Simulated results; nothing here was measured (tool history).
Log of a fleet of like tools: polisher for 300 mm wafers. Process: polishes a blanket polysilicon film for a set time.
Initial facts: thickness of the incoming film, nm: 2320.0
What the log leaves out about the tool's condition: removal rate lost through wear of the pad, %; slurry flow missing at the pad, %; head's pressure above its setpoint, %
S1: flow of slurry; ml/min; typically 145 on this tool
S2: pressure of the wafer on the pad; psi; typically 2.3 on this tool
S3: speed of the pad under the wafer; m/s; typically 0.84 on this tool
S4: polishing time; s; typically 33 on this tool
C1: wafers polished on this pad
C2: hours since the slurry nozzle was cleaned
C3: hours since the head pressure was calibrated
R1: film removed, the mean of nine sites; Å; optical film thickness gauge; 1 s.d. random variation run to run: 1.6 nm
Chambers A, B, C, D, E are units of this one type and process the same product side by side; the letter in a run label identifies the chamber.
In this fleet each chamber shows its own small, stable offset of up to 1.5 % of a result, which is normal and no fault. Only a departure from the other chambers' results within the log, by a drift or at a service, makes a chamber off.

| run | hour | S1 | S2 | S3 | S4 | C1 | C2 | C3 | R1 |
|---|---|---|---|---|---|---|---|---|---|
|  | 0.4 | chamber E: worn pad replaced by a new one |
| 1E | 6.1 | 145 | 2.3 | 0.84 | 33 | 40 | 82.9 | 485.1 | 2045.30 |
|  | 9.0 | chamber B: head pressure recalibrated |
|  | 10.1 | chamber C: worn pad replaced by a new one |
|  | 10.1 | chamber E: head pressure recalibrated |
| 2A | 12.8 | 145 | 2.3 | 0.84 | 33 | 413 | 547.1 | 351.4 | 2031.40 |
| 3C | 20.4 | 145 | 2.3 | 0.84 | 33 | 71 | 373.0 | 974.5 | 2011.10 |
| 4B | 24.5 | 145 | 2.3 | 0.84 | 33 | 1143 | 208.3 | 15.6 | 2008.60 |
| 5D | 29.7 | 145 | 2.3 | 0.84 | 33 | 535 | 392.5 | 493.8 | 2060.30 |
|  | 34.6 | chamber B: slurry nozzle cleaned |
| 6C | 37.4 | 145 | 2.3 | 0.84 | 33 | 189 | 390.0 | 991.5 | 2051.30 |
| 7A | 42.2 | 145 | 2.3 | 0.84 | 33 | 617 | 576.5 | 380.8 | 2044.90 |
| 8E | 46.3 | 145 | 2.3 | 0.84 | 33 | 319 | 123.1 | 36.2 | 2037.40 |
|  | 49.9 | chamber B: worn pad replaced by a new one |
| 9B | 52.2 | 145 | 2.3 | 0.84 | 33 | 16 | 17.6 | 43.3 | 2026.70 |
| 10D | 59.0 | 145 | 2.3 | 0.84 | 33 | 739 | 421.8 | 523.1 | 2047.00 |
| 11D | 62.9 | 145 | 2.3 | 0.84 | 33 | 766 | 425.7 | 527.0 | 2077.90 |
| 12C | 69.0 | 145 | 2.3 | 0.84 | 33 | 409 | 421.6 | 1023.1 | 2030.00 |
|  | 76.1 | chamber A: worn pad replaced by a new one |
| 13B | 77.1 | 145 | 2.3 | 0.98 | 24 | 189 | 42.5 | 68.2 | 1711.50 |
| 14E | 84.7 | 145 | 2.3 | 0.98 | 24 | 585 | 161.5 | 74.6 | 1756.00 |
| 15A | 88.4 | 145 | 2.3 | 0.98 | 24 | 85 | 622.7 | 427.0 | 1732.80 |
| 16A | 96.4 | 145 | 2.3 | 0.98 | 24 | 141 | 630.7 | 435.0 | 1735.30 |
| 17B | 102.0 | 145 | 2.3 | 0.98 | 24 | 362 | 67.4 | 93.1 | 1740.50 |
|  | 104.2 | chamber E: worn pad replaced by a new one |
| 18D | 110.4 | 145 | 2.3 | 0.84 | 33 | 1096 | 473.2 | 574.5 | 2084.90 |
| 19E | 117.7 | 145 | 2.3 | 0.84 | 33 | 94 | 194.5 | 107.6 | 2011.40 |
|  | 123.7 | chamber C: worn pad replaced by a new one |
| 20C | 126.0 | 180 | 2.3 | 0.84 | 33 | 16 | 478.6 | 1080.1 | 2118.40 |
| 21C | 132.4 | 180 | 2.3 | 0.84 | 33 | 60 | 485.0 | 1086.5 | 2088.70 |
| 22B | 138.0 | 180 | 2.3 | 0.84 | 33 | 612 | 103.4 | 129.1 | 2084.40 |
| 23A | 145.7 | 180 | 2.3 | 0.84 | 33 | 483 | 680.0 | 484.3 | 2125.20 |
| 24E | 150.0 | 180 | 2.3 | 0.84 | 33 | 318 | 226.8 | 139.9 | 2122.80 |
|  | 151.6 | chamber D: slurry nozzle cleaned |
| 25D | 155.7 | 145 | 2.3 | 0.84 | 33 | 1410 | 4.1 | 619.8 | 2105.60 |
| 26C | 163.1 | 145 | 2.3 | 0.84 | 33 | 273 | 515.7 | 1117.2 | 2014.70 |
| 27E | 167.7 | 145 | 2.3 | 0.62 | 22 | 441 | 244.5 | 157.6 | 1005.90 |
| 28B | 174.3 | 145 | 2.3 | 0.62 | 22 | 864 | 139.7 | 165.4 | 989.20 |
|  | 176.7 | chamber D: worn pad replaced by a new one |
|  | 177.2 | chamber A: worn pad replaced by a new one |
| 29A | 178.6 | 145 | 2.3 | 0.62 | 22 | 10 | 712.9 | 517.2 | 997.70 |
| 30D | 183.1 | 145 | 2.3 | 0.62 | 22 | 45 | 31.5 | 647.2 | 1058.00 |
| 31C | 188.6 | 145 | 2.3 | 0.62 | 22 | 450 | 541.2 | 1142.7 | 998.89 |
| 32E | 193.8 | 145 | 2.3 | 0.84 | 33 | 622 | 270.6 | 183.7 | 2065.90 |
|  | 198.2 | chamber E: worn pad replaced by a new one |
| 33D | 199.7 | 145 | 2.5 | 0.84 | 33 | 160 | 48.1 | 663.8 | 2345.40 |
| 34B | 206.1 | 145 | 2.5 | 0.84 | 33 | 1085 | 171.5 | 197.2 | 2197.00 |
|  | 211.1 | chamber B: worn pad replaced by a new one |
| 35A | 211.1 | 145 | 2.5 | 0.84 | 33 | 236 | 745.4 | 549.7 | 2240.30 |
| 36E | 217.5 | 145 | 2.5 | 0.84 | 33 | 134 | 294.3 | 207.4 | 2196.60 |
| 37A | 224.8 | 145 | 2.5 | 0.84 | 33 | 331 | 759.1 | 563.4 | 2235.10 |
|  | 228.8 | chamber C: worn pad replaced by a new one |
| 38C | 229.5 | 145 | 2.3 | 0.84 | 33 | 5 | 582.1 | 1183.6 | 2019.30 |
| 39B | 235.5 | 145 | 2.3 | 0.84 | 33 | 169 | 200.9 | 226.6 | 1998.10 |
| 40D | 243.8 | 145 | 2.3 | 0.84 | 33 | 466 | 92.2 | 707.9 | 2121.70 |
| 41B | 250.8 | 145 | 2.3 | 0.84 | 33 | 275 | 216.2 | 241.9 | 1988.60 |
| 42D | 258.8 | 145 | 2.3 | 0.84 | 33 | 570 | 107.2 | 722.9 | 2171.70 |

Each of the 5 chambers runs these same settings next. Fill in every chamber's results:
| 43A | 265.0 | 145 | 1.5 | 0.84 | 33 |  |  |  | ? |
| 43B | 265.0 | 145 | 1.5 | 0.84 | 33 |  |  |  | ? |
| 43C | 265.0 | 145 | 1.5 | 0.84 | 33 |  |  |  | ? |
| 43D | 265.0 | 145 | 1.5 | 0.84 | 33 |  |  |  | ? |
| 43E | 265.0 | 145 | 1.5 | 0.84 | 33 |  |  |  | ? |

| run | R1 |
|---|---|
| 43A | 1361.00 |
| 43B | 1322.80 |
| 43C | 1304.70 |
| 43D | 1431.70 |
| 43E | 1332.20 |
